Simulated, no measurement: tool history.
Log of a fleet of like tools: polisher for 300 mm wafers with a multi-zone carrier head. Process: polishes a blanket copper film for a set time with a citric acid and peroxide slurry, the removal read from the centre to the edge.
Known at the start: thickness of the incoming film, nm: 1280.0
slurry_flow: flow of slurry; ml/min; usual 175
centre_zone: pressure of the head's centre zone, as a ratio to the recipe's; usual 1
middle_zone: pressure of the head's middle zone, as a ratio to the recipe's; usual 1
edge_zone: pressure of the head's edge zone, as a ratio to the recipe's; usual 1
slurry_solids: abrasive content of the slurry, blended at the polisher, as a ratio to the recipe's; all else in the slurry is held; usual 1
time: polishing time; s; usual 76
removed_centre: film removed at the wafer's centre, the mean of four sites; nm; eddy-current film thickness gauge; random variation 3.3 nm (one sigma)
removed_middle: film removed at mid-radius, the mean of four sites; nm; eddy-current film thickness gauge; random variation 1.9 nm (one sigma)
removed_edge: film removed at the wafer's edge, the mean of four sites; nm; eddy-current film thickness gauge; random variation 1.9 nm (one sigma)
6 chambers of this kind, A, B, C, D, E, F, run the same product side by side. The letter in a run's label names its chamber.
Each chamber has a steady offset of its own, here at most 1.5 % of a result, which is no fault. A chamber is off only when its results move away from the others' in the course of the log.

run 1E hour=10.4 | slurry_flow=175 centre_zone=1 middle_zone=1 edge_zone=1 slurry_solids=1 time=76 | removed_centre=242.23 removed_middle=246.01 removed_edge=240.81
-- hour=11.3 chamber F: worn pad replaced by a new one
run 2A hour=17.6 | slurry_flow=175 centre_zone=1 middle_zone=1 edge_zone=1 slurry_solids=1 time=76 | removed_centre=243.81 removed_middle=245.22 removed_edge=240.46
-- hour=20.1 chamber A: centre zone pressure recalibrated
-- hour=24.8 chamber B: centre zone pressure recalibrated
run 3B hour=24.8 | slurry_flow=175 centre_zone=1 middle_zone=1 edge_zone=1 slurry_solids=1 time=76 | removed_centre=235.52 removed_middle=240.44 removed_edge=247.47
-- hour=26.6 chamber B: worn pad replaced by a new one
run 4C hour=32 | slurry_flow=175 centre_zone=1 middle_zone=1 edge_zone=1 slurry_solids=1 time=76 | removed_centre=241.45 removed_middle=237.57 removed_edge=237.12
run 5F hour=42.4 | slurry_flow=175 centre_zone=1 middle_zone=1 edge_zone=1 slurry_solids=1 time=76 | removed_centre=249.47 removed_middle=246.19 removed_edge=245.72
-- hour=47.9 chamber E: worn pad replaced by a new one
run 6D hour=52.2 | slurry_flow=175 centre_zone=1 middle_zone=1 edge_zone=1 slurry_solids=1 time=76 | removed_centre=241.79 removed_middle=238.21 removed_edge=235.29
run 7C hour=60.6 | slurry_flow=175 centre_zone=1 middle_zone=1 edge_zone=1 slurry_solids=0.8 time=60 | removed_centre=181.95 removed_middle=177.17 removed_edge=177.18
run 8B hour=67.6 | slurry_flow=175 centre_zone=1 middle_zone=1 edge_zone=1 slurry_solids=0.8 time=60 | removed_centre=180.03 removed_middle=183.94 removed_edge=183.94
-- hour=70.9 chamber C: worn pad replaced by a new one
run 9E hour=74.3 | slurry_flow=175 centre_zone=1 middle_zone=1 edge_zone=1 slurry_solids=0.8 time=60 | removed_centre=181.83 removed_middle=181.32 removed_edge=181.03
-- hour=75.2 chamber D: worn pad replaced by a new one
run 10D hour=85.4 | slurry_flow=175 centre_zone=1 middle_zone=1 edge_zone=1 slurry_solids=0.8 time=60 | removed_centre=179.06 removed_middle=183.48 removed_edge=178.5
-- hour=86.6 chamber A: slurry nozzle cleaned
run 11A hour=91 | slurry_flow=175 centre_zone=1 middle_zone=1 edge_zone=1 slurry_solids=0.8 time=60 | removed_centre=184.72 removed_middle=183.2 removed_edge=181.51
-- hour=94 chamber A: worn pad replaced by a new one
run 12F hour=99.1 | slurry_flow=175 centre_zone=1 middle_zone=1 edge_zone=1 slurry_solids=0.8 time=60 | removed_centre=186.38 removed_middle=183.75 removed_edge=184.6
run 13B hour=107.1 | slurry_flow=175 centre_zone=1 middle_zone=1 edge_zone=1 slurry_solids=1 time=76 | removed_centre=238.26 removed_middle=245.01 removed_edge=240.52
-- hour=112.9 chamber F: worn pad replaced by a new one
-- hour=115.9 chamber D: edge zone pressure recalibrated
run 14E hour=117.8 | slurry_flow=175 centre_zone=1 middle_zone=1 edge_zone=1 slurry_solids=1 time=76 | removed_centre=241.85 removed_middle=240.16 removed_edge=244.87
run 15C hour=128.1 | slurry_flow=175 centre_zone=1 middle_zone=1 edge_zone=1 slurry_solids=1 time=76 | removed_centre=231.35 removed_middle=235.12 removed_edge=237.14
-- hour=129 chamber E: worn pad replaced by a new one
run 16F hour=134.7 | slurry_flow=175 centre_zone=1 middle_zone=1 edge_zone=1 slurry_solids=1 time=76 | removed_centre=243.93 removed_middle=242.61 removed_edge=243.23
run 17D hour=141.2 | slurry_flow=175 centre_zone=1 middle_zone=1 edge_zone=1 slurry_solids=1 time=76 | removed_centre=239.83 removed_middle=236.24 removed_edge=238.13
run 18A hour=149.7 | slurry_flow=175 centre_zone=1 middle_zone=1 edge_zone=1 slurry_solids=1 time=76 | removed_centre=243.07 removed_middle=244.37 removed_edge=243.95
-- hour=155.6 chamber B: worn pad replaced by a new one
run 19C hour=158.7 | slurry_flow=175 centre_zone=1 middle_zone=1 edge_zone=1 slurry_solids=1 time=76 | removed_centre=231.96 removed_middle=236.84 removed_edge=235.37
run 20F hour=166.3 | slurry_flow=175 centre_zone=1 middle_zone=1 edge_zone=1 slurry_solids=1 time=76 | removed_centre=251.38 removed_middle=241.12 removed_edge=245.3
-- hour=171.7 chamber D: worn pad replaced by a new one
run 21B hour=177.2 | slurry_flow=175 centre_zone=1 middle_zone=1 edge_zone=1 slurry_solids=1 time=76 | removed_centre=236.59 removed_middle=240.5 removed_edge=245.55
-- hour=184.5 chamber C: worn pad replaced by a new one
run 22D hour=185.3 | slurry_flow=175 centre_zone=1 middle_zone=1 edge_zone=1 slurry_solids=1 time=76 | removed_centre=240.88 removed_middle=240.43 removed_edge=238.67
-- hour=191.4 chamber F: worn pad replaced by a new one
-- hour=191.9 chamber E: worn pad replaced by a new one
-- hour=193.2 chamber F: centre zone pressure recalibrated
-- hour=194.4 chamber C: slurry nozzle cleaned
run 23E hour=194.5 | slurry_flow=175 centre_zone=1 middle_zone=1 edge_zone=1 slurry_solids=1 time=76 | removed_centre=238.12 removed_middle=240.36 removed_edge=245.01
run 24A hour=200.2 | slurry_flow=175 centre_zone=1 middle_zone=1 edge_zone=1 slurry_solids=1 time=76 | removed_centre=238.54 removed_middle=245.38 removed_edge=240.16
run 25C hour=206.7 | slurry_flow=175 centre_zone=1 middle_zone=1 edge_zone=1 slurry_solids=1 time=76 | removed_centre=224.74 removed_middle=241.27 removed_edge=237.27
run 26F hour=214.8 | slurry_flow=175 centre_zone=1 middle_zone=1 edge_zone=1 slurry_solids=1 time=76 | removed_centre=247.57 removed_middle=242.6 removed_edge=245.02
run 27A hour=223.3 | slurry_flow=175 centre_zone=1 middle_zone=1 edge_zone=1 slurry_solids=1 time=76 | removed_centre=232.12 removed_middle=245.46 removed_edge=240.88
run 28E hour=234.5 | slurry_flow=175 centre_zone=1 middle_zone=1 edge_zone=1 slurry_solids=1 time=76 | removed_centre=242.09 removed_middle=237.06 removed_edge=245.14
run 29D hour=243.6 | slurry_flow=175 centre_zone=1 middle_zone=1 edge_zone=1 slurry_solids=1 time=76 | removed_centre=239.64 removed_middle=236.8 removed_edge=237.49
run 30B hour=249.9 | slurry_flow=175 centre_zone=1 middle_zone=1 edge_zone=1 slurry_solids=1 time=76 | removed_centre=235.18 removed_middle=243.82 removed_edge=242.91
-- hour=253.3 chamber A: worn pad replaced by a new one
run 31C hour=261.4 | slurry_flow=175 centre_zone=1 middle_zone=1 edge_zone=1 slurry_solids=1 time=76 | removed_centre=219 removed_middle=240.13 removed_edge=239.46
run 32A hour=267.6 | slurry_flow=175 centre_zone=1.06 middle_zone=1.11 edge_zone=1 slurry_solids=1 time=76 | removed_centre=258.91 removed_middle=271.66 removed_edge=241.97
-- hour=268.5 chamber E: worn pad replaced by a new one
-- hour=272.4 chamber F: worn pad replaced by a new one
run 33D hour=274.8 | slurry_flow=175 centre_zone=1.06 middle_zone=1.11 edge_zone=1 slurry_solids=1 time=76 | removed_centre=256.48 removed_middle=262.03 removed_edge=239.03
-- hour=275.4 chamber D: centre zone pressure recalibrated
-- hour=276.1 chamber D: worn pad replaced by a new one
run 34F hour=280.8 | slurry_flow=175 centre_zone=1.06 middle_zone=1.11 edge_zone=1 slurry_solids=1 time=76 | removed_centre=259.24 removed_middle=265.89 removed_edge=244.57
run 35B hour=288.8 | slurry_flow=175 centre_zone=1.06 middle_zone=1.11 edge_zone=1 slurry_solids=1 time=76 | removed_centre=258.36 removed_middle=266.22 removed_edge=243.39
-- hour=289.5 chamber C: worn pad replaced by a new one
-- hour=292.8 chamber B: worn pad replaced by a new one
run 36E hour=299 | slurry_flow=175 centre_zone=1.06 middle_zone=1.11 edge_zone=1 slurry_solids=1 time=76 | removed_centre=251.82 removed_middle=266.13 removed_edge=242.9
run 37D hour=306.5 | slurry_flow=175 centre_zone=1.06 middle_zone=1.11 edge_zone=1 slurry_solids=1 time=76 | removed_centre=262.47 removed_middle=259.43 removed_edge=237.44
run 38C hour=313.2 | slurry_flow=175 centre_zone=1 middle_zone=1 edge_zone=1 slurry_solids=1 time=76 | removed_centre=215.36 removed_middle=238.7 removed_edge=236.91
run 39B hour=320.9 | slurry_flow=175 centre_zone=1 middle_zone=1 edge_zone=1 slurry_solids=1 time=76 | removed_centre=237.25 removed_middle=239.37 removed_edge=241.66
run 40A hour=332.9 | slurry_flow=175 centre_zone=1 middle_zone=1 edge_zone=1 slurry_solids=1 time=76 | removed_centre=238.36 removed_middle=240.51 removed_edge=242.18

All 6 chambers run these settings next. Forecast each chamber's results:
run 41A hour=341.8 | slurry_flow=175 centre_zone=1.1 middle_zone=1 edge_zone=1 slurry_solids=1 time=76 | removed_centre=? removed_middle=? removed_edge=?
run 41B hour=341.8 | slurry_flow=175 centre_zone=1.1 middle_zone=1 edge_zone=1 slurry_solids=1 time=76 | removed_centre=? removed_middle=? removed_edge=?
run 41C hour=341.8 | slurry_flow=175 centre_zone=1.1 middle_zone=1 edge_zone=1 slurry_solids=1 time=76 | removed_centre=? removed_middle=? removed_edge=?
run 41D hour=341.8 | slurry_flow=175 centre_zone=1.1 middle_zone=1 edge_zone=1 slurry_solids=1 time=76 | removed_centre=? removed_middle=? removed_edge=?
run 41E hour=341.8 | slurry_flow=175 centre_zone=1.1 middle_zone=1 edge_zone=1 slurry_solids=1 time=76 | removed_centre=? removed_middle=? removed_edge=?
run 41F hour=341.8 | slurry_flow=175 centre_zone=1.1 middle_zone=1 edge_zone=1 slurry_solids=1 time=76 | removed_centre=? removed_middle=? removed_edge=?

run=41A removed_centre=266.43 removed_middle=241.65 removed_edge=241.56
run=41B removed_centre=263.84 removed_middle=242.5 removed_edge=240.24
run=41C removed_centre=234.4 removed_middle=241.38 removed_edge=237.85
run=41D removed_centre=260.5 removed_middle=237.35 removed_edge=236.78
run=41E removed_centre=261.98 removed_middle=239.96 removed_edge=241.8
run=41F removed_centre=270.38 removed_middle=243.77 removed_edge=244.6

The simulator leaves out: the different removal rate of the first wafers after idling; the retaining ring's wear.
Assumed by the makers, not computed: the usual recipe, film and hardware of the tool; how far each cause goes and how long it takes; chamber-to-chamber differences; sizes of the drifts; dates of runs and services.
